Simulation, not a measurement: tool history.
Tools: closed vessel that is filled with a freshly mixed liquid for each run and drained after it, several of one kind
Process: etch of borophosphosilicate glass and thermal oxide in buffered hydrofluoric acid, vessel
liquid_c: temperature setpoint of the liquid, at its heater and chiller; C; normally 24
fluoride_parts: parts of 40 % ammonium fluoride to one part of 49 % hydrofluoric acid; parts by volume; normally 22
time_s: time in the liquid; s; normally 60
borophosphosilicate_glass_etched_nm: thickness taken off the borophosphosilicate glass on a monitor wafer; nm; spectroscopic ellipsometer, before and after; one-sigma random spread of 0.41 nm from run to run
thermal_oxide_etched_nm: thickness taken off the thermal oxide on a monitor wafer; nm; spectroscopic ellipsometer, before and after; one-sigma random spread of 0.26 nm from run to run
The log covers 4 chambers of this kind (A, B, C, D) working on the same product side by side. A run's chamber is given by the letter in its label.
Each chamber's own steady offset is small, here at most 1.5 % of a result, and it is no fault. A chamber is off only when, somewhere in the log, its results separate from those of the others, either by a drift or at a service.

| run | day | liquid_c | fluoride_parts | time_s | read-back film thickness of the borophosphosilicate glass reference wafer, read on the same gauge (nm) | read-back film thickness of the thermal oxide reference wafer, read on the same gauge (nm) | borophosphosilicate_glass_etched_nm | thermal_oxide_etched_nm |
|---|---|---|---|---|---|---|---|---|
| 1B | 0.488 | 24 | 22 | 60 | 39.981 | 89.965 | 66.732 | 32.162 |
| 2A | 0.967 | 24 | 22 | 60 | 40.023 | 90.012 | 68.492 | 32.721 |
| 3D | 1.454 | 24 | 22 | 60 | 40.007 | 90.005 | 66.381 | 32.055 |
| 4C | 1.796 | 24 | 22 | 60 | 40.003 | 90.029 | 66.37 | 32.02 |
| 5A | 2.183 | 24 | 22 | 60 | 40.013 | 89.982 | 68.079 | 33.159 |
| 6C | 2.571 | 24 | 22 | 60 | 40.003 | 90.03 | 65.895 | 32.182 |
| 7B | 3.112 | 24 | 22 | 60 | 39.989 | 89.994 | 66.348 | 32.373 |
| 8D | 3.504 | 27 | 22 | 75 | 40.006 | 90.023 | 98.579 | 46.856 |
| 9D | 3.9 | 27 | 22 | 75 | 40.018 | 90.021 | 97.66 | 47.029 |
| 10A | 4.2 | 27 | 22 | 75 | 39.984 | 90.031 | 100.59 | 48.169 |
| 11B | 4.642 | 27 | 22 | 75 | 40.004 | 89.98 | 98.028 | 47.307 |
| 12C | 4.983 | 28 | 22 | 45 | 39.961 | 90.008 | 61.782 | 29.634 |
| 13C | 5.462 | 28 | 22 | 45 | 39.988 | 89.983 | 61.92 | 29.961 |
| 14B | 5.917 | 28 | 22 | 45 | 40.015 | 89.99 | 61.525 | 29.488 |
| 15A | 6.271 | 28 | 22 | 45 | 39.995 | 89.994 | 63.174 | 30.733 |
| 16D | 6.621 | 24 | 22 | 60 | 39.979 | 89.995 | 67.484 | 32.039 |
| 17B | 6.996 | 24 | 22 | 60 | 40.008 | 89.959 | 66.044 | 31.671 |
| 18A | 7.242 | 24 | 22 | 60 | 40.015 | 89.984 | 67.675 | 33.176 |
| 19D | 7.671 | 24 | 22 | 60 | 40.031 | 89.988 | 66.65 | 31.829 |
| 20C | 8.133 | 24 | 22 | 60 | 40.002 | 89.969 | 65.793 | 32.55 |
| 21C | 8.4 | 24 | 22 | 60 | 39.965 | 90.043 | 66.179 | 32.242 |
| 22B | 8.688 | 24 | 22 | 60 | 40.022 | 90.04 | 64.796 | 31.041 |
| 23D | 8.938 | 24 | 22 | 60 | 39.989 | 90.045 | 66.172 | 31.973 |
| 24A | 9.421 | 24 | 22 | 60 | 39.992 | 89.987 | 67.256 | 33.04 |
| 25B | 9.9 | 24 | 22 | 60 | 39.996 | 89.957 | 63.548 | 30.61 |
| 26A | 10.329 | 24 | 22 | 60 | 40.025 | 89.975 | 67.722 | 32.994 |
| 27D | 10.725 | 24 | 22 | 60 | 39.992 | 90.023 | 67.114 | 32.27 |
|  | 11.162 | chamber B: hydrofluoric acid flow meter replaced |
| 28C | 11.204 | 24 | 22 | 60 | 39.981 | 90.008 | 66.289 | 32.532 |
| 29C | 11.729 | 24 | 22 | 60 | 39.987 | 90.028 | 67.01 | 32.015 |
| 30B | 12.021 | 24 | 22 | 60 | 39.981 | 89.991 | 62.595 | 29.882 |
| 31A | 12.538 | 24 | 22 | 60 | 39.979 | 89.988 | 68.062 | 32.913 |
| 32D | 12.854 | 24 | 22 | 45 | 39.988 | 90.027 | 49.872 | 24.314 |
| 33C | 13.333 | 24 | 22 | 45 | 40.019 | 90.023 | 49.89 | 24.223 |

All 4 chambers run these settings next. Forecast each chamber's results:
| 34A | 13.721 | 24 | 22 | 50 |  |  | ? | ? |
| 34B | 13.721 | 24 | 22 | 50 |  |  | ? | ? |
| 34C | 13.721 | 24 | 22 | 50 |  |  | ? | ? |
| 34D | 13.721 | 24 | 22 | 50 |  |  | ? | ? |

| run | borophosphosilicate_glass_etched_nm | thermal_oxide_etched_nm |
|---|---|---|
| 34A | 57.058 | 27.664 |
| 34B | 51.391 | 24.975 |
| 34C | 54.614 | 26.778 |
| 34D | 56.183 | 26.448 |
